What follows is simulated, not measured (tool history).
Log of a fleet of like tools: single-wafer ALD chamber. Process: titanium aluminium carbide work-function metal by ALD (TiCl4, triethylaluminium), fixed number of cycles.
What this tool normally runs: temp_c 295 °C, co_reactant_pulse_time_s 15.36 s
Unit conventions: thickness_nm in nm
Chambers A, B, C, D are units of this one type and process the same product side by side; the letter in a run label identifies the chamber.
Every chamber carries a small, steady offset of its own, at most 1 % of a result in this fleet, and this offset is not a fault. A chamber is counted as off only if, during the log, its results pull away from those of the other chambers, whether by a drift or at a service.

run   hour  temp_c  co_reactant_pulse_time_s  hours since the last thermocouple change  hours since the last triethylaluminium bottle change  read-back reference wafer on the same gauge, thickness_nm  thickness_nm
 1B    8.0     295                     15.36                                     197.7                                                 466.7                                                     2.0191        2.0196
 2C   21.4     295                     15.36                                    1364.1                                                 304.1                                                     2.0184        2.0065
 3D   30.7     295                     15.36                                    1001.2                                                1117.0                                                     2.0197        2.0123
 4A   38.3     295                     15.36                                    3051.4                                                 492.9                                                     2.0199        2.0206
 5C   47.3     295                     15.36                                    1390.0                                                 330.0                                                     2.0191        2.0069
 6B   56.8     295                     15.36                                     246.5                                                 515.5                                                     2.0213        2.0333
 7D   66.5     295                     15.36                                    1037.0                                                1152.8                                                     2.0204        2.0133
 8A   80.5     295                     15.36                                    3093.6                                                 535.1                                                     2.0201        2.0208
 9D   92.1     295                     15.36                                    1062.6                                                1178.4                                                     2.0198        2.0059
10C  100.7     295                     15.36                                    1443.4                                                 383.4                                                     2.0195        2.0128
11B  115.2     295                     17.85                                     304.9                                                 573.9                                                     2.0212        2.0277
12A  128.2     295                     17.85                                    3141.3                                                 582.8                                                     2.0191        2.0269
13B  140.1     295                     17.85                                     329.8                                                 598.8                                                     2.0216        2.0279
14C  150.0     295                     17.85                                    1492.7                                                 432.7                                                     2.0185        2.0161
15D  159.7     295                     15.36                                    1130.2                                                1246.0                                                     2.0208        2.0172
16A  170.8     295                     15.36                                    3183.9                                                 625.4                                                     2.0202        2.0208
17D  184.6     295                     15.36                                    1155.1                                                1270.9                                                     2.0198        1.9982
18C  196.3     295                     15.36                                    1539.0                                                 479.0                                                     2.0209        2.0099
19B  209.0     295                     15.36                                     398.7                                                 667.7                                                     2.0202        2.0208
20A  222.8     295                     15.36                                    3235.9                                                 677.4                                                     2.0203        2.0234
21B  234.6     295                     15.36                                     424.3                                                 693.3                                                     2.0214        2.0254
22D  249.4     295                     15.36                                    1219.9                                                1335.7                                                     2.0204        2.0161
23C  261.6     295                     15.36                                    1604.3                                                 544.3                                                     2.0195        2.0014
24A  270.3     295                     15.36                                    3283.4                                                 724.9                                                     2.0200        2.0327
     272.2  -- chamber C: triethylaluminium bottle replaced
25B  282.8     295                     15.36                                     472.5                                                 741.5                                                     2.0187        2.0233
26A  296.8     295                     15.36                                    3309.9                                                 751.4                                                     2.0207        2.0216
27C  309.5     295                     15.36                                    1652.2                                                  37.3                                                     2.0212        2.0070
28D  323.5     295                     15.36                                    1294.0                                                1409.8                                                     2.0197        2.0029
29C  333.7     295                     15.36                                    1676.4                                                  61.5                                                     2.0198        2.0037
30D  348.4     295                     15.36                                    1318.9                                                1434.7                                                     2.0204        2.0052
31B  356.2     295                     17.20                                     545.9                                                 814.9                                                     2.0206        2.0232
32A  367.0     295                     17.20                                    3380.1                                                 821.6                                                     2.0199        2.0264
33A  377.2     295                     17.20                                    3390.3                                                 831.8                                                     2.0197        2.0256
     390.6  -- chamber A: thermocouple changed; heater temperature recalibrated
34D  391.2     295                     17.20                                    1361.7                                                1477.5                                                     2.0203        2.0090
35B  404.9     295                     15.36                                     594.6                                                 863.6                                                     2.0190        2.0250
36C  412.1     295                     15.36                                    1754.8                                                 139.9                                                     2.0200        2.0039
37C  419.8     295                     15.36                                    1762.5                                                 147.6                                                     2.0188        1.9987
38A  427.0     295                     15.36                                      36.5                                                 881.6                                                     2.0202        2.0169
39D  436.4     295                     15.36                                    1406.9                                                1522.7                                                     2.0210        2.0109
40B  449.4     295                     15.36                                     639.1                                                 908.1                                                     2.0189        2.0301
41C  457.1     295                     15.36                                    1799.8                                                 184.9                                                     2.0206        2.0068
42B  469.3     295                     19.04                                     659.0                                                 928.0                                                     2.0202        2.0317
43D  476.6     295                     19.04                                    1447.1                                                1562.9                                                     2.0199        2.0147
44A  491.3     295                     19.04                                     100.8                                                 945.9                                                     2.0195        2.0215

Is one chamber out of step, is the gauge drifting, or do the chambers differ by no more than their own small offsets? For an off chamber, give its letter and the likeliest cause.

No chamber stands off beyond its own small offset, and the gauge holds steady.
